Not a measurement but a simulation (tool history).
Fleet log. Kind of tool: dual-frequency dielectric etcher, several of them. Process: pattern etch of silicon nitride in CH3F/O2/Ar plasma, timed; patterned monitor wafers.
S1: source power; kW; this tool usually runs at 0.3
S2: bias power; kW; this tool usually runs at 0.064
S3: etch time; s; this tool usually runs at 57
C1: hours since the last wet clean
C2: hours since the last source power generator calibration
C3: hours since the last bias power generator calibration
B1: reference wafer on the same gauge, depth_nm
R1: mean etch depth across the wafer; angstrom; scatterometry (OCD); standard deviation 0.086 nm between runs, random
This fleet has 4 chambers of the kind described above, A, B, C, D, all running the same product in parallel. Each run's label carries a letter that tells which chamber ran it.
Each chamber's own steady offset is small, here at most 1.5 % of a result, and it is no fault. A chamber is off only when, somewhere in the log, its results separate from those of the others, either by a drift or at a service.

Run 1A, hour 6.2: usual settings; C1 20.2; C2 1422.4; C3 313.4; B1 32.503. Result: R1 348.25 angstrom.
Run 2B, hour 11: usual settings; C1 198.8; C2 2719.3; C3 1331.1; B1 32.509. Result: R1 344.35 angstrom.
Run 3C, hour 15.4: usual settings; C1 25.2; C2 2076.8; C3 2304; B1 32.467. Result: R1 343.93 angstrom.
Run 4D, hour 19.2: usual settings; C1 276.8; C2 659.3; C3 2116.1; B1 32.492. Result: R1 340.5 angstrom.
Run 5D, hour 24.4: usual settings; C1 282; C2 664.5; C3 2121.3; B1 32.486. Result: R1 341.86 angstrom.
Run 6C, hour 28.4: usual settings; C1 38.2; C2 2089.8; C3 2317; B1 32.514. Result: R1 344.35 angstrom.
Run 7B, hour 32.1: usual settings; C1 219.9; C2 2740.4; C3 1352.2; B1 32.513. Result: R1 344.41 angstrom.
Run 8A, hour 36.8: usual settings but S2 0.057 kW, S3 40.5 s; C1 50.8; C2 1453; C3 344; B1 32.498. Result: R1 237.64 angstrom.
Run 9A, hour 41.4: usual settings but S2 0.057 kW, S3 40.5 s; C1 55.4; C2 1457.6; C3 348.6; B1 32.514. Result: R1 239.6 angstrom.
Run 10D, hour 47.5: usual settings but S2 0.057 kW, S3 40.5 s; C1 305.1; C2 687.6; C3 2144.4; B1 32.503. Result: R1 232.62 angstrom.
Run 11C, hour 51.5: usual settings but S2 0.057 kW, S3 40.5 s; C1 61.3; C2 2112.9; C3 2340.1; B1 32.506. Result: R1 235.52 angstrom.
Run 12B, hour 56.6: usual settings; C1 244.4; C2 2764.9; C3 1376.7; B1 32.492. Result: R1 345.31 angstrom.
Run 13A, hour 61.4: usual settings; C1 75.4; C2 1477.6; C3 368.6; B1 32.516. Result: R1 348.31 angstrom.
Run 14B, hour 67.3: usual settings; C1 255.1; C2 2775.6; C3 1387.4; B1 32.484. Result: R1 348.12 angstrom.
Run 15D, hour 74.1: usual settings; C1 331.7; C2 714.2; C3 2171; B1 32.488. Result: R1 341.32 angstrom.
Run 16C, hour 80.5: usual settings; C1 90.3; C2 2141.9; C3 2369.1; B1 32.489. Result: R1 343.01 angstrom.
Run 17D, hour 83.9: usual settings; C1 341.5; C2 724; C3 2180.8; B1 32.491. Result: R1 341.8 angstrom.
Run 18C, hour 89.1: usual settings; C1 98.9; C2 2150.5; C3 2377.7; B1 32.502. Result: R1 343.74 angstrom.
Run 19A, hour 93.7: usual settings; C1 107.7; C2 1509.9; C3 400.9; B1 32.507. Result: R1 349.7 angstrom.
At hour 96.5: chamber D: wet clean of the chamber.
Run 20B, hour 99: usual settings; C1 286.8; C2 2807.3; C3 1419.1; B1 32.498. Result: R1 348.99 angstrom.
Run 21A, hour 102.5: usual settings; C1 116.5; C2 1518.7; C3 409.7; B1 32.494. Result: R1 348.57 angstrom.
Run 22D, hour 106.1: usual settings; C1 9.7; C2 746.2; C3 2203; B1 32.48. Result: R1 340.62 angstrom.
Run 23C, hour 112.4: usual settings; C1 122.2; C2 2173.8; C3 2401; B1 32.476. Result: R1 343.71 angstrom.
Run 24B, hour 116.5: usual settings but S2 0.05 kW, S3 44.5 s; C1 304.3; C2 2824.8; C3 1436.6; B1 32.504. Result: R1 252.08 angstrom.
Run 25D, hour 123.3: usual settings but S2 0.05 kW, S3 44.5 s; C1 26.9; C2 763.4; C3 2220.2; B1 32.499. Result: R1 244.73 angstrom.
Run 26A, hour 128.8: usual settings but S2 0.05 kW, S3 44.5 s; C1 142.8; C2 1545; C3 436; B1 32.506. Result: R1 251.4 angstrom.
Run 27C, hour 134.4: usual settings but S2 0.05 kW, S3 44.5 s; C1 144.2; C2 2195.8; C3 2423; B1 32.496. Result: R1 245.86 angstrom.
Run 28B, hour 140.2: usual settings; C1 328; C2 2848.5; C3 1460.3; B1 32.523. Result: R1 351.67 angstrom.
Run 29D, hour 146.3: usual settings; C1 49.9; C2 786.4; C3 2243.2; B1 32.495. Result: R1 341.55 angstrom.
Run 30B, hour 150.1: usual settings; C1 337.9; C2 2858.4; C3 1470.2; B1 32.497. Result: R1 354.69 angstrom.
Run 31C, hour 156.1: usual settings; C1 165.9; C2 2217.5; C3 2444.7; B1 32.494. Result: R1 343.11 angstrom.
Run 32A, hour 159.6: usual settings; C1 173.6; C2 1575.8; C3 466.8; B1 32.507. Result: R1 348.4 angstrom.
Run 33C, hour 163.1: usual settings; C1 172.9; C2 2224.5; C3 2451.7; B1 32.52. Result: R1 343.93 angstrom.

Is one chamber out of step, is the gauge drifting, or do the chambers differ by no more than their own small offsets? For an off chamber, give its letter and the likeliest cause.

Little by little, chamber B moves away from the other chambers.
Likeliest cause: etch rate over this chamber's usual, % = 3.27.

Chamber B could run next with any of the 4 candidate recipes listed below; each alters the usual settings, and their results appear as question marks. Which one brings its results back in line with what the other chambers deliver on the usual settings?
In-line tolerance around the mean of the other chambers on the usual settings: R1 3 angstrom
Run 34B-1, hour 168: usual settings but S2 0.059 kW. Result: R1 ?.
Run 34B-2, hour 168: usual settings but S3 57.5 s. Result: R1 ?.
Run 34B-3, hour 168: usual settings but S2 0.07 kW. Result: R1 ?.
Run 34B-4, hour 168: usual settings but S3 56.5 s. Result: R1 ?.

The other chambers' mean on the usual settings: R1 344.68 angstrom
  run      R1
34B-1  345.87
34B-2  358.81
34B-3  367.04
34B-4  352.57
It is 34B-1 that realigns the chamber with its peers.
